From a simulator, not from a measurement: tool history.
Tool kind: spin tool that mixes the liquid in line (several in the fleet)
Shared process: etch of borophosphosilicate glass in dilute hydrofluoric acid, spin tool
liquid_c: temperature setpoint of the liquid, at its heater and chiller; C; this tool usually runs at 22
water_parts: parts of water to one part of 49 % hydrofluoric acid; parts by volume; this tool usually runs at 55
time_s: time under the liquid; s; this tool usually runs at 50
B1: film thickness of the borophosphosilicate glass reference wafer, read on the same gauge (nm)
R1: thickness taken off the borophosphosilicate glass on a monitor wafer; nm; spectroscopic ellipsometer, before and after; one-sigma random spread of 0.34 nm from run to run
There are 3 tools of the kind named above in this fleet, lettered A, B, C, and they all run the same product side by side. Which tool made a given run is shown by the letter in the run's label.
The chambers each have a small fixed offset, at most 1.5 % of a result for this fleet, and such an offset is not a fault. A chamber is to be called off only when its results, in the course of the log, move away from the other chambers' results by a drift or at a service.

{"run": "1B", "hour": 12.3, "liquid_c": 22, "water_parts": 55, "time_s": 50, "B1": 30.029, "R1": 53.288}
{"run": "2C", "hour": 24.4, "liquid_c": 22, "water_parts": 55, "time_s": 50, "B1": 29.96, "R1": 53.047}
{"run": "3A", "hour": 33.8, "liquid_c": 22, "water_parts": 55, "time_s": 50, "B1": 30.037, "R1": 53.178}
{"run": "4B", "hour": 42.0, "liquid_c": 22, "water_parts": 55, "time_s": 50, "B1": 29.999, "R1": 53.339}
{"run": "5A", "hour": 52.5, "liquid_c": 22, "water_parts": 55, "time_s": 50, "B1": 29.991, "R1": 53.553}
{"run": "6C", "hour": 61.3, "liquid_c": 22, "water_parts": 35, "time_s": 40, "B1": 29.999, "R1": 68.618}
{"run": "7C", "hour": 73.2, "liquid_c": 22, "water_parts": 35, "time_s": 40, "B1": 29.97, "R1": 67.497}
{"run": "8A", "hour": 79.0, "liquid_c": 22, "water_parts": 35, "time_s": 40, "B1": 30, "R1": 69.972}
{"run": "9B", "hour": 86.0, "liquid_c": 22, "water_parts": 55, "time_s": 50, "B1": 29.949, "R1": 53.585}
{"run": "10C", "hour": 98.7, "liquid_c": 22, "water_parts": 55, "time_s": 65, "B1": 29.975, "R1": 68.623}
{"run": "11A", "hour": 109.2, "liquid_c": 22, "water_parts": 55, "time_s": 65, "B1": 29.985, "R1": 70.013}
{"run": "12B", "hour": 115.9, "liquid_c": 22, "water_parts": 55, "time_s": 65, "B1": 29.987, "R1": 69.558}
{"run": "13A", "hour": 123.0, "liquid_c": 22, "water_parts": 55, "time_s": 50, "B1": 30.002, "R1": 53.719}
{"run": "14B", "hour": 129.4, "liquid_c": 19, "water_parts": 55, "time_s": 30, "B1": 29.974, "R1": 28.369}
{"run": "15C", "hour": 138.3, "liquid_c": 19, "water_parts": 55, "time_s": 30, "B1": 30.042, "R1": 28.007}
{"run": "16C", "hour": 144.2, "liquid_c": 19, "water_parts": 55, "time_s": 30, "B1": 29.997, "R1": 27.922}
{"run": "17B", "hour": 152.0, "liquid_c": 22, "water_parts": 55, "time_s": 50, "B1": 30.034, "R1": 53.6}
{"run": "18A", "hour": 162.5, "liquid_c": 22, "water_parts": 55, "time_s": 50, "B1": 29.972, "R1": 53.826}
{"run": "19C", "hour": 172.1, "liquid_c": 22, "water_parts": 55, "time_s": 50, "B1": 30.052, "R1": 52.708}
{"hour": 175.2, "done": "chamber A: hydrofluoric acid flow meter replaced"}
{"run": "20A", "hour": 181.9, "liquid_c": 22, "water_parts": 55, "time_s": 50, "B1": 30.036, "R1": 53.759}
{"run": "21B", "hour": 189.6, "liquid_c": 22, "water_parts": 80, "time_s": 50, "B1": 30.019, "R1": 35.281}
{"run": "22B", "hour": 196.8, "liquid_c": 22, "water_parts": 80, "time_s": 50, "B1": 29.96, "R1": 35.174}
{"run": "23A", "hour": 207.9, "liquid_c": 22, "water_parts": 80, "time_s": 50, "B1": 30.044, "R1": 35.674}
{"run": "24C", "hour": 215.3, "liquid_c": 22, "water_parts": 70, "time_s": 25, "B1": 29.977, "R1": 20.511}
{"run": "25C", "hour": 222.1, "liquid_c": 22, "water_parts": 70, "time_s": 25, "B1": 30.046, "R1": 20.7}
{"run": "26B", "hour": 232.3, "liquid_c": 22, "water_parts": 70, "time_s": 25, "B1": 30.004, "R1": 20.578}
{"run": "27A", "hour": 244.4, "liquid_c": 22, "water_parts": 55, "time_s": 50, "B1": 29.977, "R1": 53.909}
{"run": "28A", "hour": 252.0, "liquid_c": 22, "water_parts": 25, "time_s": 50, "B1": 29.987, "R1": 125.25}
{"run": "29B", "hour": 258.0, "liquid_c": 22, "water_parts": 25, "time_s": 50, "B1": 29.994, "R1": 125.1}
{"run": "30C", "hour": 268.8, "liquid_c": 22, "water_parts": 25, "time_s": 50, "B1": 29.995, "R1": 119.16}
{"run": "31B", "hour": 279.9, "liquid_c": 22, "water_parts": 45, "time_s": 50, "B1": 29.981, "R1": 67.168}
{"run": "32A", "hour": 285.6, "liquid_c": 22, "water_parts": 45, "time_s": 50, "B1": 29.996, "R1": 66.962}
{"hour": 287.3, "done": "chamber C: thermometer replaced"}
{"run": "33C", "hour": 291.4, "liquid_c": 22, "water_parts": 45, "time_s": 50, "B1": 30.017, "R1": 64.957}
{"run": "34A", "hour": 303.0, "liquid_c": 22, "water_parts": 70, "time_s": 50, "B1": 29.989, "R1": 41.461}
{"run": "35B", "hour": 309.1, "liquid_c": 22, "water_parts": 70, "time_s": 50, "B1": 29.992, "R1": 41.29}
{"run": "36C", "hour": 315.4, "liquid_c": 22, "water_parts": 70, "time_s": 50, "B1": 30.042, "R1": 40.388}

The same settings go to every chamber for the next run, one line per chamber below. Forecast the results for each:
{"run": "37A", "hour": 324.9, "liquid_c": 22, "water_parts": 55, "time_s": 50, "R1": "?"}
{"run": "37B", "hour": 324.9, "liquid_c": 22, "water_parts": 55, "time_s": 50, "R1": "?"}
{"run": "37C", "hour": 324.9, "liquid_c": 22, "water_parts": 55, "time_s": 50, "R1": "?"}

run=37A R1=54.22
run=37B R1=53.479
run=37C R1=52.528

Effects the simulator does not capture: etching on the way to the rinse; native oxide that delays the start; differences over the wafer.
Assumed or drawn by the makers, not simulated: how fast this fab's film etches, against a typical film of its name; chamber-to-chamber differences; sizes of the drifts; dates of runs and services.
